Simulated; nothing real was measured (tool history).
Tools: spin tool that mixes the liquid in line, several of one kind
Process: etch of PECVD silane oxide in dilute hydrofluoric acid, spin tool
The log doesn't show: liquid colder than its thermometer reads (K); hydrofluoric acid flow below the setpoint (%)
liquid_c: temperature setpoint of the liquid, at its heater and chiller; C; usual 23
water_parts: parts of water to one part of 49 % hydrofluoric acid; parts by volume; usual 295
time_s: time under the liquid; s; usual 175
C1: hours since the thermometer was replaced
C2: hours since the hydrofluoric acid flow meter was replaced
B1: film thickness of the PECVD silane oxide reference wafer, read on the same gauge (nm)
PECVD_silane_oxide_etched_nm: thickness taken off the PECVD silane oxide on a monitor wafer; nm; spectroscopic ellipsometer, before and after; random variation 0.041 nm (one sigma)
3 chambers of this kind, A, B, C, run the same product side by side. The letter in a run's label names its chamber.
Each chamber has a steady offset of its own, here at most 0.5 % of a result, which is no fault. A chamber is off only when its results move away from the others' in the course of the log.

Run 1B, hour 10.1: usual settings; C1 237.2; C2 124.8; B1 60.025. Result: PECVD_silane_oxide_etched_nm 11.482 nm.
Run 2A, hour 17: usual settings; C1 801.7; C2 33.1; B1 60.001. Result: PECVD_silane_oxide_etched_nm 11.617 nm.
Run 3C, hour 23.6: usual settings; C1 786.4; C2 1601.9; B1 59.974. Result: PECVD_silane_oxide_etched_nm 11.562 nm.
Run 4C, hour 32.2: usual settings; C1 795; C2 1610.5; B1 60.046. Result: PECVD_silane_oxide_etched_nm 11.648 nm.
Run 5A, hour 37.5: usual settings; C1 822.2; C2 53.6; B1 59.98. Result: PECVD_silane_oxide_etched_nm 11.709 nm.
Run 6B, hour 49.2: usual settings; C1 276.3; C2 163.9; B1 60.022. Result: PECVD_silane_oxide_etched_nm 11.58 nm.
Run 7B, hour 60.6: usual settings; C1 287.7; C2 175.3; B1 59.991. Result: PECVD_silane_oxide_etched_nm 11.588 nm.
Run 8C, hour 72.1: usual settings; C1 834.9; C2 1650.4; B1 59.958. Result: PECVD_silane_oxide_etched_nm 11.639 nm.
Run 9A, hour 81.2: usual settings but time_s 235 s; C1 865.9; C2 97.3; B1 60.006. Result: PECVD_silane_oxide_etched_nm 15.529 nm.
Run 10C, hour 93.1: usual settings but time_s 235 s; C1 855.9; C2 1671.4; B1 59.977. Result: PECVD_silane_oxide_etched_nm 15.616 nm.
Run 11A, hour 100.2: usual settings but time_s 235 s; C1 884.9; C2 116.3; B1 59.968. Result: PECVD_silane_oxide_etched_nm 15.557 nm.
Run 12B, hour 112: usual settings; C1 339.1; C2 226.7; B1 60.023. Result: PECVD_silane_oxide_etched_nm 11.594 nm.
Run 13B, hour 117.5: usual settings; C1 344.6; C2 232.2; B1 60.01. Result: PECVD_silane_oxide_etched_nm 11.537 nm.
Run 14C, hour 123.3: usual settings but water_parts 210 parts by volume, time_s 275 s; C1 886.1; C2 1701.6; B1 59.943. Result: PECVD_silane_oxide_etched_nm 27.662 nm.
Run 15A, hour 131.5: usual settings but water_parts 210 parts by volume, time_s 275 s; C1 916.2; C2 147.6; B1 60.028. Result: PECVD_silane_oxide_etched_nm 28.047 nm.
Run 16A, hour 143.7: usual settings but water_parts 210 parts by volume, time_s 275 s; C1 928.4; C2 159.8; B1 60.004. Result: PECVD_silane_oxide_etched_nm 28.007 nm.
Run 17C, hour 151.3: usual settings but liquid_c 28 C; C1 914.1; C2 1729.6; B1 59.95. Result: PECVD_silane_oxide_etched_nm 13.778 nm.
Run 18B, hour 162: usual settings but liquid_c 28 C; C1 389.1; C2 276.7; B1 60.001. Result: PECVD_silane_oxide_etched_nm 13.436 nm.
Run 19A, hour 170.3: usual settings but liquid_c 28 C; C1 955; C2 186.4; B1 60.006. Result: PECVD_silane_oxide_etched_nm 13.831 nm.
At hour 175.9: chamber C: hydrofluoric acid flow meter replaced.
Run 20C, hour 180.3: usual settings; C1 943.1; C2 4.4; B1 59.99. Result: PECVD_silane_oxide_etched_nm 11.634 nm.
Run 21B, hour 189.6: usual settings; C1 416.7; C2 304.3; B1 59.972. Result: PECVD_silane_oxide_etched_nm 11.38 nm.
Run 22C, hour 200: usual settings but liquid_c 27 C; C1 962.8; C2 24.1; B1 59.962. Result: PECVD_silane_oxide_etched_nm 13.336 nm.
Run 23A, hour 209.5: usual settings but liquid_c 27 C; C1 994.2; C2 225.6; B1 60.018. Result: PECVD_silane_oxide_etched_nm 13.348 nm.
Run 24B, hour 221.7: usual settings but liquid_c 27 C; C1 448.8; C2 336.4; B1 59.937. Result: PECVD_silane_oxide_etched_nm 12.858 nm.
Run 25C, hour 228: usual settings; C1 990.8; C2 52.1; B1 60.019. Result: PECVD_silane_oxide_etched_nm 11.678 nm.
Run 26A, hour 239: usual settings; C1 1023.7; C2 255.1; B1 59.958. Result: PECVD_silane_oxide_etched_nm 11.566 nm.
Run 27B, hour 250.8: usual settings; C1 477.9; C2 365.5; B1 59.995. Result: PECVD_silane_oxide_etched_nm 11.214 nm.

Is one chamber off against the others, does the gauge drift, or is nothing wrong? If a chamber is off, say which, and what the likeliest cause is.

Chamber B drifts away from the others.
Cause: hydrofluoric acid flow below the setpoint (%) = 2.97.
The log may not tell that from: liquid colder than its thermometer reads (K).

Here are 4 candidates for chamber B's next run, each the usual settings with a change, their results left as question marks. Which one brings its results back in line with what the others give on the usual settings?
In line means no further than this from the other chambers' mean on the usual settings: PECVD_silane_oxide_etched_nm 0.14 nm
Run 28B-1, hour 259.6: usual settings but water_parts 305 parts by volume. Result: PECVD_silane_oxide_etched_nm ?.
Run 28B-2, hour 259.6: usual settings but water_parts 315 parts by volume. Result: PECVD_silane_oxide_etched_nm ?.
Run 28B-3, hour 259.6: usual settings but water_parts 285 parts by volume. Result: PECVD_silane_oxide_etched_nm ?.
Run 28B-4, hour 259.6: usual settings but water_parts 275 parts by volume. Result: PECVD_silane_oxide_etched_nm ?.

The other chambers' mean on the usual settings: PECVD_silane_oxide_etched_nm 11.626 nm
  run  PECVD_silane_oxide_etched_nm
28B-1                         10.63
28B-2                          10.2
28B-3                        11.586
28B-4                        12.118
28B-3 brings the chamber back in line.
